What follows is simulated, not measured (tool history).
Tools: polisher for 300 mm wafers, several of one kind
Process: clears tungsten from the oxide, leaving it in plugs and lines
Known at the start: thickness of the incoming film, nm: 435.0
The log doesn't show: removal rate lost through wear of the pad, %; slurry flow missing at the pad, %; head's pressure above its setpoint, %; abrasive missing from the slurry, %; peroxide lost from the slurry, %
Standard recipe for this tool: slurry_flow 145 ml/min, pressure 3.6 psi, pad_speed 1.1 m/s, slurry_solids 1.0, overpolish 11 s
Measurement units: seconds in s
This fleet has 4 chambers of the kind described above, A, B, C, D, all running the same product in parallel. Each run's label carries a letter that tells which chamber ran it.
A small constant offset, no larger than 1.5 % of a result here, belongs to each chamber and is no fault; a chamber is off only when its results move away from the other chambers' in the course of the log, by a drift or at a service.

run,hour,slurry_flow,pressure,pad_speed,slurry_solids,overpolish,wafers polished on this pad,hours since the slurry nozzle was cleaned,hours since the head pressure was calibrated,hours since the slurry blender was calibrated,hours since the slurry got fresh peroxide,seconds
1B,8.4,145,3.6,1.1,1.0,11,430,10.0,46.7,69.6,184.4,99.377
2A,16.9,145,3.6,1.1,1.0,11,523,281.5,452.9,308.0,42.3,102.450
3D,23.3,145,3.6,1.1,1.0,11,322,138.7,435.3,90.1,25.1,99.455
# hour 24.0: chamber B: slurry tank refilled with fresh slurry and peroxide
# hour 25.1: chamber C: slurry blender recalibrated
4C,31.0,145,3.6,1.1,1.0,11,943,883.2,368.1,6.0,74.4,100.640
5C,36.7,145,3.6,1.1,1.0,11,984,888.9,373.8,11.7,80.1,100.430
6B,43.6,145,3.6,1.1,1.0,11,683,45.2,81.9,104.8,19.6,99.535
# hour 47.7: chamber A: slurry blender recalibrated
7A,49.1,115,3.6,1.1,1.0,14,755,313.7,485.1,1.5,74.5,106.830
# hour 53.8: chamber B: worn pad replaced by a new one
# hour 57.0: chamber A: worn pad replaced by a new one
8D,57.7,115,3.6,1.1,1.0,14,570,173.1,469.7,124.5,59.5,107.940
# hour 61.9: chamber A: head pressure recalibrated
9D,65.9,115,3.6,1.1,1.0,14,629,181.3,477.9,132.7,67.7,106.490
10B,72.1,115,3.6,1.1,1.0,14,132,73.7,110.4,133.3,48.1,108.270
11C,80.1,145,3.6,1.1,1.0,11,1297,932.3,417.2,55.1,123.5,102.980
# hour 81.9: chamber D: slurry blender recalibrated
12A,86.0,145,3.6,1.1,1.0,11,209,350.6,24.1,38.4,111.4,99.383
# hour 88.6: chamber C: worn pad replaced by a new one
13B,90.6,145,3.6,1.1,1.0,11,265,92.2,128.9,151.8,66.6,97.273
# hour 93.2: chamber A: slurry tank refilled with fresh slurry and peroxide
14D,95.8,145,3.6,1.1,1.0,11,844,211.2,507.8,13.9,97.6,99.549
# hour 102.0: chamber D: slurry tank refilled with fresh slurry and peroxide
15A,103.8,145,3.6,1.1,1.0,11,337,368.4,41.9,56.2,10.7,102.400
16C,110.9,145,3.6,1.1,1.0,11,161,963.1,448.0,85.9,154.3,102.600
# hour 118.1: chamber D: worn pad replaced by a new one
# hour 118.2: chamber C: slurry nozzle cleaned
17A,119.3,145,3.6,1.1,1.0,11,449,383.9,57.4,71.7,26.2,100.480
18B,126.4,145,3.6,1.1,1.0,11,523,128.0,164.7,187.6,102.4,96.743
19C,131.3,145,3.6,1.1,1.0,11,308,13.2,468.4,106.3,174.7,107.940
20D,136.4,145,3.6,1.1,1.0,11,132,251.8,548.4,54.5,34.5,102.810
21D,142.0,145,3.6,1.1,1.0,11,172,257.4,554.0,60.1,40.1,102.090
22C,147.3,145,3.6,1.1,1.1,11,423,29.2,484.4,122.3,190.7,107.220
23A,151.2,145,3.6,1.1,1.1,11,678,415.8,89.3,103.6,58.1,96.908
# hour 152.3: chamber B: slurry blender recalibrated
# hour 155.9: chamber A: worn pad replaced by a new one
24B,159.2,145,3.6,1.1,1.1,11,759,160.8,197.5,6.9,135.2,94.809
25D,165.6,145,3.6,1.1,1.1,11,343,281.0,577.6,83.7,63.7,99.270
26C,172.4,145,3.6,1.1,1.0,11,604,54.3,509.5,147.4,215.8,115.290
# hour 173.0: chamber B: worn pad replaced by a new one
27A,177.5,145,3.6,1.1,1.0,11,156,442.1,115.6,129.9,84.4,99.697
28B,185.5,145,4.0,1.1,1.0,11,90,187.1,223.8,33.2,161.5,88.769
29B,189.7,145,4.0,1.1,1.0,11,121,191.3,228.0,37.4,165.7,92.467
# hour 193.0: chamber A: slurry tank refilled with fresh slurry and peroxide
30A,196.3,145,4.0,1.1,1.0,11,291,460.9,134.4,148.7,3.4,90.434

Read the log: is a single chamber off, either drifting away or since a service, is the gauge that measures every chamber drifting, or is nothing wrong beyond small per-chamber offsets? Name any odd chamber and what most likely caused it.

One chamber, C, drifts off from the rest bit by bit.
What lies behind it: peroxide lost from the slurry, % = 41.4.

Chamber C could run next with any of the 4 candidate recipes listed below; each alters the usual settings, and their results appear as question marks. Which one brings its results back in line with what the other chambers deliver on the usual settings?
In line means no further than this from the other chambers' mean on the usual settings: seconds 6.900 s
31C-1,202.7,145,3.8,1.14,1.00,11,,,,,,?
31C-2,202.7,145,3.6,1.00,1.00,11,,,,,,?
31C-3,202.7,150,3.6,1.32,1.05,11,,,,,,?
31C-4,202.7,140,3.2,1.00,1.00,11,,,,,,?

The other chambers' mean on the usual settings: seconds 101.230 s
run,seconds
31C-1,113.870
31C-2,136.990
31C-3,101.880
31C-4,154.790
31C-3 brings the chamber back in line.
